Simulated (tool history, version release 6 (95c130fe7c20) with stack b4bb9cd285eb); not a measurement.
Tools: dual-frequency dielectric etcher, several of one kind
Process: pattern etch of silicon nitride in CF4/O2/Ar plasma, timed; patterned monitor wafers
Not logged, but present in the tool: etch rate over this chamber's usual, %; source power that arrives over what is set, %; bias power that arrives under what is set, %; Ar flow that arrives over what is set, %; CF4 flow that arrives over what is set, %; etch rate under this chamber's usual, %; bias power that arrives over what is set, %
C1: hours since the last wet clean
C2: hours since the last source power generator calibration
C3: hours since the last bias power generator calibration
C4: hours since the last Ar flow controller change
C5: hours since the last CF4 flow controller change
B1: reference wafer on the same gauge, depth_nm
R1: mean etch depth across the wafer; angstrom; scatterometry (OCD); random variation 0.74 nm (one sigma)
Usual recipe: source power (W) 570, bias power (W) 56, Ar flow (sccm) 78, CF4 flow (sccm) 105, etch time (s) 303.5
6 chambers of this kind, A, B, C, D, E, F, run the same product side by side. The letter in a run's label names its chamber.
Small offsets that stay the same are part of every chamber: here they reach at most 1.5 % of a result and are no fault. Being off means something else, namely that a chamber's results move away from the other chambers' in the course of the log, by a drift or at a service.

{"run": "1E", "hour": 3.5, "source power (W)": 570, "bias power (W)": 56, "Ar flow (sccm)": 78, "CF4 flow (sccm)": 105, "etch time (s)": 303.5, "C1": 357.3, "C2": 1991.3, "C3": 127.0, "C4": 546.6, "C5": 886.0, "B1": 630.04, "R1": 6878.3}
{"run": "2C", "hour": 7.4, "source power (W)": 570, "bias power (W)": 56, "Ar flow (sccm)": 78, "CF4 flow (sccm)": 105, "etch time (s)": 303.5, "C1": 285.8, "C2": 4635.3, "C3": 2776.5, "C4": 1908.1, "C5": 331.6, "B1": 630.12, "R1": 6929.7}
{"run": "3B", "hour": 11.7, "source power (W)": 570, "bias power (W)": 56, "Ar flow (sccm)": 78, "CF4 flow (sccm)": 105, "etch time (s)": 303.5, "C1": 72.1, "C2": 3269.1, "C3": 35.9, "C4": 4435.0, "C5": 99.9, "B1": 630.26, "R1": 7002.7}
{"run": "4F", "hour": 16.2, "source power (W)": 570, "bias power (W)": 56, "Ar flow (sccm)": 78, "CF4 flow (sccm)": 105, "etch time (s)": 303.5, "C1": 97.2, "C2": 574.0, "C3": 1327.9, "C4": 1267.2, "C5": 630.9, "B1": 630.33, "R1": 7028.8}
{"run": "5D", "hour": 21.3, "source power (W)": 570, "bias power (W)": 56, "Ar flow (sccm)": 78, "CF4 flow (sccm)": 105, "etch time (s)": 303.5, "C1": 240.8, "C2": 887.7, "C3": 1620.4, "C4": 582.3, "C5": 1425.9, "B1": 630.32, "R1": 6978.5}
{"run": "6A", "hour": 25.0, "source power (W)": 570, "bias power (W)": 56, "Ar flow (sccm)": 78, "CF4 flow (sccm)": 105, "etch time (s)": 303.5, "C1": 261.9, "C2": 1803.1, "C3": 4028.0, "C4": 1943.4, "C5": 966.9, "B1": 630.49, "R1": 7012.4}
{"run": "7F", "hour": 28.3, "source power (W)": 570, "bias power (W)": 56, "Ar flow (sccm)": 78, "CF4 flow (sccm)": 105, "etch time (s)": 303.5, "C1": 109.3, "C2": 586.1, "C3": 1340.0, "C4": 1279.3, "C5": 643.0, "B1": 630.65, "R1": 7044.9}
{"run": "8A", "hour": 32.8, "source power (W)": 570, "bias power (W)": 56, "Ar flow (sccm)": 78, "CF4 flow (sccm)": 105, "etch time (s)": 303.5, "C1": 269.7, "C2": 1810.9, "C3": 4035.8, "C4": 1951.2, "C5": 974.7, "B1": 630.56, "R1": 7010.2}
{"run": "9C", "hour": 37.4, "source power (W)": 570, "bias power (W)": 56, "Ar flow (sccm)": 78, "CF4 flow (sccm)": 105, "etch time (s)": 303.5, "C1": 315.8, "C2": 4665.3, "C3": 2806.5, "C4": 1938.1, "C5": 361.6, "B1": 630.75, "R1": 6932.8}
{"run": "10B", "hour": 42.7, "source power (W)": 570, "bias power (W)": 56, "Ar flow (sccm)": 78, "CF4 flow (sccm)": 105, "etch time (s)": 303.5, "C1": 103.1, "C2": 3300.1, "C3": 66.9, "C4": 4466.0, "C5": 130.9, "B1": 630.81, "R1": 6995.9}
{"run": "11E", "hour": 46.3, "source power (W)": 570, "bias power (W)": 56, "Ar flow (sccm)": 78, "CF4 flow (sccm)": 105, "etch time (s)": 303.5, "C1": 400.1, "C2": 2034.1, "C3": 169.8, "C4": 589.4, "C5": 928.8, "B1": 630.77, "R1": 6892.9}
{"run": "12D", "hour": 50.3, "source power (W)": 570, "bias power (W)": 56, "Ar flow (sccm)": 78, "CF4 flow (sccm)": 105, "etch time (s)": 303.5, "C1": 269.8, "C2": 916.7, "C3": 1649.4, "C4": 611.3, "C5": 1454.9, "B1": 630.88, "R1": 7000.3}
{"run": "13C", "hour": 55.8, "source power (W)": 570, "bias power (W)": 56, "Ar flow (sccm)": 78, "CF4 flow (sccm)": 105, "etch time (s)": 303.5, "C1": 334.2, "C2": 4683.7, "C3": 2824.9, "C4": 1956.5, "C5": 380.0, "B1": 631.01, "R1": 6953.0}
{"run": "14D", "hour": 58.4, "source power (W)": 570, "bias power (W)": 56, "Ar flow (sccm)": 78, "CF4 flow (sccm)": 105, "etch time (s)": 303.5, "C1": 277.9, "C2": 924.8, "C3": 1657.5, "C4": 619.4, "C5": 1463.0, "B1": 631.03, "R1": 6998.6}
{"run": "15E", "hour": 61.9, "source power (W)": 570, "bias power (W)": 56, "Ar flow (sccm)": 78, "CF4 flow (sccm)": 105, "etch time (s)": 303.5, "C1": 415.7, "C2": 2049.7, "C3": 185.4, "C4": 605.0, "C5": 944.4, "B1": 631.08, "R1": 6883.2}
{"run": "16A", "hour": 65.4, "source power (W)": 570, "bias power (W)": 56, "Ar flow (sccm)": 78, "CF4 flow (sccm)": 105, "etch time (s)": 303.5, "C1": 302.3, "C2": 1843.5, "C3": 4068.4, "C4": 1983.8, "C5": 1007.3, "B1": 631.1, "R1": 7017.9}
{"run": "17B", "hour": 68.1, "source power (W)": 570, "bias power (W)": 56, "Ar flow (sccm)": 78, "CF4 flow (sccm)": 105, "etch time (s)": 303.5, "C1": 128.5, "C2": 3325.5, "C3": 92.3, "C4": 4491.4, "C5": 156.3, "B1": 631.22, "R1": 7026.1}
{"run": "18F", "hour": 72.6, "source power (W)": 570, "bias power (W)": 56, "Ar flow (sccm)": 78, "CF4 flow (sccm)": 105, "etch time (s)": 303.5, "C1": 153.6, "C2": 630.4, "C3": 1384.3, "C4": 1323.6, "C5": 687.3, "B1": 631.26, "R1": 7036.3}
{"run": "19A", "hour": 76.4, "source power (W)": 570, "bias power (W)": 66, "Ar flow (sccm)": 78, "CF4 flow (sccm)": 105, "etch time (s)": 303.5, "C1": 313.3, "C2": 1854.5, "C3": 4079.4, "C4": 1994.8, "C5": 1018.3, "B1": 631.35, "R1": 7468.9}
{"run": "20D", "hour": 79.5, "source power (W)": 570, "bias power (W)": 66, "Ar flow (sccm)": 78, "CF4 flow (sccm)": 105, "etch time (s)": 303.5, "C1": 299.0, "C2": 945.9, "C3": 1678.6, "C4": 640.5, "C5": 1484.1, "B1": 631.32, "R1": 7446.2}
{"run": "21B", "hour": 82.0, "source power (W)": 570, "bias power (W)": 66, "Ar flow (sccm)": 78, "CF4 flow (sccm)": 105, "etch time (s)": 303.5, "C1": 142.4, "C2": 3339.4, "C3": 106.2, "C4": 4505.3, "C5": 170.2, "B1": 631.49, "R1": 7464.9}
{"hour": 84.3, "done": "chamber B: Ar flow controller replaced"}
{"run": "22F", "hour": 87.5, "source power (W)": 570, "bias power (W)": 66, "Ar flow (sccm)": 78, "CF4 flow (sccm)": 105, "etch time (s)": 303.5, "C1": 168.5, "C2": 645.3, "C3": 1399.2, "C4": 1338.5, "C5": 702.2, "B1": 631.53, "R1": 7482.7}
{"run": "23E", "hour": 90.1, "source power (W)": 570, "bias power (W)": 66, "Ar flow (sccm)": 78, "CF4 flow (sccm)": 105, "etch time (s)": 303.5, "C1": 443.9, "C2": 2077.9, "C3": 213.6, "C4": 633.2, "C5": 972.6, "B1": 631.49, "R1": 7335.7}
{"run": "24C", "hour": 93.3, "source power (W)": 570, "bias power (W)": 66, "Ar flow (sccm)": 78, "CF4 flow (sccm)": 105, "etch time (s)": 303.5, "C1": 371.7, "C2": 4721.2, "C3": 2862.4, "C4": 1994.0, "C5": 417.5, "B1": 631.61, "R1": 7379.5}
{"run": "25C", "hour": 97.2, "source power (W)": 570, "bias power (W)": 56, "Ar flow (sccm)": 78, "CF4 flow (sccm)": 80, "etch time (s)": 241.5, "C1": 375.6, "C2": 4725.1, "C3": 2866.3, "C4": 1997.9, "C5": 421.4, "B1": 631.62, "R1": 5354.3}
{"run": "26B", "hour": 100.3, "source power (W)": 570, "bias power (W)": 56, "Ar flow (sccm)": 78, "CF4 flow (sccm)": 80, "etch time (s)": 241.5, "C1": 160.7, "C2": 3357.7, "C3": 124.5, "C4": 16.1, "C5": 188.5, "B1": 631.56, "R1": 5413.4}
{"run": "27F", "hour": 104.0, "source power (W)": 570, "bias power (W)": 56, "Ar flow (sccm)": 78, "CF4 flow (sccm)": 80, "etch time (s)": 241.5, "C1": 185.0, "C2": 661.8, "C3": 1415.7, "C4": 1355.0, "C5": 718.7, "B1": 631.85, "R1": 5453.1}
{"run": "28D", "hour": 107.3, "source power (W)": 570, "bias power (W)": 56, "Ar flow (sccm)": 78, "CF4 flow (sccm)": 80, "etch time (s)": 241.5, "C1": 326.8, "C2": 973.7, "C3": 1706.4, "C4": 668.3, "C5": 1511.9, "B1": 631.99, "R1": 5406.6}
{"hour": 109.0, "done": "chamber F: bias power generator calibrated"}
{"hour": 110.0, "done": "chamber D: CF4 flow controller replaced"}
{"run": "29A", "hour": 111.7, "source power (W)": 570, "bias power (W)": 56, "Ar flow (sccm)": 78, "CF4 flow (sccm)": 80, "etch time (s)": 241.5, "C1": 348.6, "C2": 1889.8, "C3": 4114.7, "C4": 2030.1, "C5": 1053.6, "B1": 632.03, "R1": 5421.1}
{"run": "30E", "hour": 117.5, "source power (W)": 570, "bias power (W)": 56, "Ar flow (sccm)": 78, "CF4 flow (sccm)": 80, "etch time (s)": 241.5, "C1": 471.3, "C2": 2105.3, "C3": 241.0, "C4": 660.6, "C5": 1000.0, "B1": 632.15, "R1": 5323.8}
{"run": "31C", "hour": 121.4, "source power (W)": 570, "bias power (W)": 56, "Ar flow (sccm)": 78, "CF4 flow (sccm)": 120, "etch time (s)": 303.5, "C1": 399.8, "C2": 4749.3, "C3": 2890.5, "C4": 2022.1, "C5": 445.6, "B1": 632.2, "R1": 7050.2}
{"hour": 121.6, "done": "chamber D: bias power generator calibrated"}
{"run": "32A", "hour": 125.8, "source power (W)": 570, "bias power (W)": 56, "Ar flow (sccm)": 78, "CF4 flow (sccm)": 120, "etch time (s)": 303.5, "C1": 362.7, "C2": 1903.9, "C3": 4128.8, "C4": 2044.2, "C5": 1067.7, "B1": 632.06, "R1": 7127.0}
{"hour": 128.9, "done": "chamber D: wet clean of the chamber"}
{"run": "33B", "hour": 129.1, "source power (W)": 570, "bias power (W)": 56, "Ar flow (sccm)": 78, "CF4 flow (sccm)": 120, "etch time (s)": 303.5, "C1": 189.5, "C2": 3386.5, "C3": 153.3, "C4": 44.9, "C5": 217.3, "B1": 632.07, "R1": 7122.9}
{"run": "34D", "hour": 133.3, "source power (W)": 570, "bias power (W)": 56, "Ar flow (sccm)": 78, "CF4 flow (sccm)": 120, "etch time (s)": 303.5, "C1": 4.5, "C2": 999.7, "C3": 11.7, "C4": 694.3, "C5": 23.4, "B1": 632.24, "R1": 7116.6}
{"run": "35E", "hour": 139.0, "source power (W)": 570, "bias power (W)": 56, "Ar flow (sccm)": 78, "CF4 flow (sccm)": 120, "etch time (s)": 303.5, "C1": 492.8, "C2": 2126.8, "C3": 262.5, "C4": 682.1, "C5": 1021.5, "B1": 632.47, "R1": 7002.7}
{"run": "36F", "hour": 142.3, "source power (W)": 570, "bias power (W)": 56, "Ar flow (sccm)": 78, "CF4 flow (sccm)": 120, "etch time (s)": 303.5, "C1": 223.3, "C2": 700.1, "C3": 33.4, "C4": 1393.3, "C5": 757.0, "B1": 632.47, "R1": 7159.2}
{"run": "37B", "hour": 147.3, "source power (W)": 570, "bias power (W)": 56, "Ar flow (sccm)": 78, "CF4 flow (sccm)": 105, "etch time (s)": 303.5, "C1": 207.7, "C2": 3404.7, "C3": 171.5, "C4": 63.1, "C5": 235.5, "B1": 632.3, "R1": 7016.6}
{"hour": 148.7, "done": "chamber A: source power generator calibrated"}
{"run": "38A", "hour": 149.9, "source power (W)": 570, "bias power (W)": 56, "Ar flow (sccm)": 78, "CF4 flow (sccm)": 105, "etch time (s)": 303.5, "C1": 386.8, "C2": 1.3, "C3": 4152.9, "C4": 2068.3, "C5": 1091.8, "B1": 632.56, "R1": 7034.7}
{"run": "39E", "hour": 153.4, "source power (W)": 570, "bias power (W)": 56, "Ar flow (sccm)": 78, "CF4 flow (sccm)": 105, "etch time (s)": 303.5, "C1": 507.2, "C2": 2141.2, "C3": 276.9, "C4": 696.5, "C5": 1035.9, "B1": 632.5, "R1": 6911.7}
{"run": "40F", "hour": 156.1, "source power (W)": 570, "bias power (W)": 56, "Ar flow (sccm)": 92, "CF4 flow (sccm)": 105, "etch time (s)": 303.5, "C1": 237.1, "C2": 713.9, "C3": 47.2, "C4": 1407.1, "C5": 770.8, "B1": 632.7, "R1": 6939.0}

All chambers now run identical settings, listed one chamber a line with results as question marks. What results will each chamber show?
{"run": "41A", "hour": 160.3, "source power (W)": 570, "bias power (W)": 56, "Ar flow (sccm)": 78, "CF4 flow (sccm)": 105, "etch time (s)": 338.5, "R1": "?"}
{"run": "41B", "hour": 160.3, "source power (W)": 570, "bias power (W)": 56, "Ar flow (sccm)": 78, "CF4 flow (sccm)": 105, "etch time (s)": 338.5, "R1": "?"}
{"run": "41C", "hour": 160.3, "source power (W)": 570, "bias power (W)": 56, "Ar flow (sccm)": 78, "CF4 flow (sccm)": 105, "etch time (s)": 338.5, "R1": "?"}
{"run": "41D", "hour": 160.3, "source power (W)": 570, "bias power (W)": 56, "Ar flow (sccm)": 78, "CF4 flow (sccm)": 105, "etch time (s)": 338.5, "R1": "?"}
{"run": "41E", "hour": 160.3, "source power (W)": 570, "bias power (W)": 56, "Ar flow (sccm)": 78, "CF4 flow (sccm)": 105, "etch time (s)": 338.5, "R1": "?"}
{"run": "41F", "hour": 160.3, "source power (W)": 570, "bias power (W)": 56, "Ar flow (sccm)": 78, "CF4 flow (sccm)": 105, "etch time (s)": 338.5, "R1": "?"}

run=41A R1=7849.9
run=41B R1=7821.8
run=41C R1=7761.0
run=41D R1=7824.5
run=41E R1=7728.1
run=41F R1=7864.4
